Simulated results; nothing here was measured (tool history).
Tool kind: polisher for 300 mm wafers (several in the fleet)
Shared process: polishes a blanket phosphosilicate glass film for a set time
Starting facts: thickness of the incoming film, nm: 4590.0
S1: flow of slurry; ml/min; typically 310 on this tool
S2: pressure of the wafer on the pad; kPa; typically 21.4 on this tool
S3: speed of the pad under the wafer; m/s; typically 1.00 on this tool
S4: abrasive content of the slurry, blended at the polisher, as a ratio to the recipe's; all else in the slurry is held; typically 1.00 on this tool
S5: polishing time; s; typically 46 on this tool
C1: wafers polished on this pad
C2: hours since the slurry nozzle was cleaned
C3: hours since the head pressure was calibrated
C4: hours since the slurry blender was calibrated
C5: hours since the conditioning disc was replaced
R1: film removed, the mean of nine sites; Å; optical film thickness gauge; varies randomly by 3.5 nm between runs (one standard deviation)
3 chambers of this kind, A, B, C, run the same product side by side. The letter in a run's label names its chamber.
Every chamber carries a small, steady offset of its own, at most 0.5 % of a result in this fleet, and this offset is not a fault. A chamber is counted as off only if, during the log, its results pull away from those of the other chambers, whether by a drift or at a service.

run   hour   S1    S2    S3    S4  S5    C1     C2     C3     C4     C5      R1
 1A    7.4  310  21.4  1.00  1.00  46   871  657.0  387.4   73.8  130.9  3972.8
 2B   12.8  310  21.4  1.00  1.00  46   599  402.4  287.2  102.1  137.6  3961.4
 3C   18.5  310  21.4  1.00  1.00  46   275   86.4  199.2   33.2  351.3  3955.7
      20.9  -- chamber A: worn pad replaced by a new one
      22.6  -- chamber C: conditioning disc replaced and pad reconditioned
 4A   25.6  310  21.4  1.00  1.00  46    47  675.2  405.6   92.0  149.1  3961.6
 5C   34.9  310  21.4  1.00  1.00  46   439  102.8  215.6   49.6   12.4  3946.6
 6B   43.8  310  21.4  1.00  1.00  46   909  433.4  318.2  133.1  168.6  3984.6
      44.3  -- chamber C: worn pad replaced by a new one
      49.6  -- chamber B: slurry blender recalibrated
 7C   52.0  310  21.4  1.00  1.00  46    77  119.9  232.7   66.7   29.5  4004.1
 8B   59.1  310  21.4  1.00  1.00  46  1063  448.7  333.5    9.6  183.9  3996.0
      60.6  -- chamber A: head pressure recalibrated
 9A   67.1  310  21.4  1.00  1.00  46   463  716.7    6.6  133.5  190.6  3981.4
10A   76.4  310  24.1  1.00  1.00  55   556  726.0   15.9  142.8  199.9  5366.1
11C   81.2  310  24.1  1.00  1.00  55   370  149.1  261.9   95.9   58.7  5551.1
      87.0  -- chamber A: slurry nozzle cleaned
      87.8  -- chamber B: worn pad replaced by a new one
12B   88.0  310  24.1  1.00  1.00  55     2  477.6  362.4   38.5  212.8  5373.9
13B   96.0  310  21.4  1.00  1.00  46    82  485.6  370.4   46.5  220.8  3948.5
14C  102.5  310  21.4  1.00  1.00  46   583  170.4  283.2  117.2   80.0  4151.6
     103.2  -- chamber A: worn pad replaced by a new one
     108.3  -- chamber C: worn pad replaced by a new one
15A  108.5  310  21.4  1.00  1.00  46    54   21.6   48.0  174.9  232.0  3971.8
16A  115.7  310  21.4  1.00  1.00  46   126   28.8   55.2  182.1  239.2  3989.8
17B  124.7  310  21.4  1.00  1.00  46   370  514.3  399.1   75.2  249.5  4007.1
18C  129.9  310  21.4  1.00  1.00  46   216  197.8  310.6  144.6  107.4  4161.3
19C  135.2  310  21.4  1.00  1.00  32   269  203.1  315.9  149.9  112.7  2903.9
20B  141.9  310  21.4  1.00  1.00  32   542  531.5  416.3   92.4  266.7  2747.9
     149.5  -- chamber C: slurry blender recalibrated
21A  151.4  310  21.4  1.00  1.00  32   483   64.5   90.9  217.8  274.9  2782.0
22B  160.8  310  21.4  1.00  1.00  46   731  550.4  435.2  111.3  285.6  4037.6
     165.4  -- chamber B: slurry nozzle cleaned
     166.0  -- chamber C: worn pad replaced by a new one
     168.9  -- chamber B: conditioning disc replaced and pad reconditioned
23C  170.3  310  21.4  1.00  1.00  46    44  238.2  351.0   20.8  147.8  4226.6
     172.3  -- chamber B: slurry blender recalibrated
24A  177.1  310  21.4  1.00  1.00  46   741   90.2  116.6  243.5  300.6  3894.5
     177.9  -- chamber A: slurry blender recalibrated
25C  185.3  310  21.4  1.00  1.00  46   194  253.2  366.0   35.8  162.8  4194.7
     187.2  -- chamber A: worn pad replaced by a new one
26B  193.3  310  15.9  1.00  1.25  46  1057   28.0  467.7   21.0   24.5  3254.7
     193.6  -- chamber C: slurry nozzle cleaned
27A  197.6  310  15.9  1.00  1.25  46   104  110.7  137.1   19.8  321.1  3299.4
28B  203.7  310  15.9  1.00  1.25  46  1161   38.4  478.1   31.4   34.9  3266.6
29A  210.5  310  21.4  1.00  1.00  46   233  123.6  150.0   32.7  334.0  3952.7
30C  219.7  310  21.4  1.00  1.00  46   538   26.1  400.4   70.2  197.2  4356.8
     223.3  -- chamber C: worn pad replaced by a new one
31C  224.9  310  21.4  1.00  1.00  46    17   31.3  405.6   75.4  202.4  4301.2
     229.7  -- chamber B: worn pad replaced by a new one
32A  234.5  310  21.4  1.14  1.00  58   473  147.6  174.0   56.7  358.0  5620.6
33B  241.7  310  21.4  1.14  1.00  58   120   76.4  516.1   69.4   72.9  5655.6
34A  250.6  310  21.4  1.14  1.00  58   635  163.7  190.1   72.8  374.1  5495.3
35C  259.5  310  21.4  1.00  1.00  46   363   65.9  440.2  110.0  237.0  4435.7
36B  268.8  310  21.4  1.00  1.00  46   392  103.5  543.2   96.5  100.0  4010.6
37B  273.7  310  21.4  0.84  0.75  46   441  108.4  548.1  101.4  104.9  3043.5
     276.4  -- chamber C: worn pad replaced by a new one
38A  278.9  310  21.4  0.84  0.75  46   918  192.0  218.4  101.1  402.4  3031.3
39C  287.3  310  21.4  0.84  0.75  46   110   93.7  468.0  137.8  264.8  3255.4
     290.8  -- chamber A: worn pad replaced by a new one
40A  294.0  310  21.4  1.00  1.00  46    32  207.1  233.5  116.2  417.5  4009.5
41B  302.5  310  21.4  1.00  1.00  46   729  137.2  576.9  130.2  133.7  3947.6
42C  309.2  310  21.4  1.00  1.00  46   329  115.6  489.9  159.7  286.7  4461.6

Which is it: a chamber that has drifted or been left off by a service, a gauge drift common to all chambers, or only each chamber's usual small offset? If a chamber is off, name it and its likeliest cause.

One chamber, C, drifts off from the rest bit by bit.
Most likely cause: head's pressure above its setpoint, % = 11.3.

Which of the 4 candidates below, each the usual settings with something changed and its results left as question marks, puts chamber C back in line with what the other chambers give on the usual settings?
A result is in line if it is within this distance of the other chambers' mean on the usual settings: R1 120.0 Å
43C-1  316.2  310  20.7  0.96  1.00  44                       ?
43C-2  316.2  310  22.1  1.04  1.00  48                       ?
43C-3  316.2  310  21.4  1.00  1.00  48                       ?
43C-4  316.2  310  20.7  1.00  1.00  45                       ?

Mean of the other chambers on the usual settings: R1 3995.8 Å
  run      R1
43C-1  3946.8
43C-2  4898.0
43C-3  4597.6
43C-4  4172.6
It is 43C-1 that realigns the chamber with its peers.
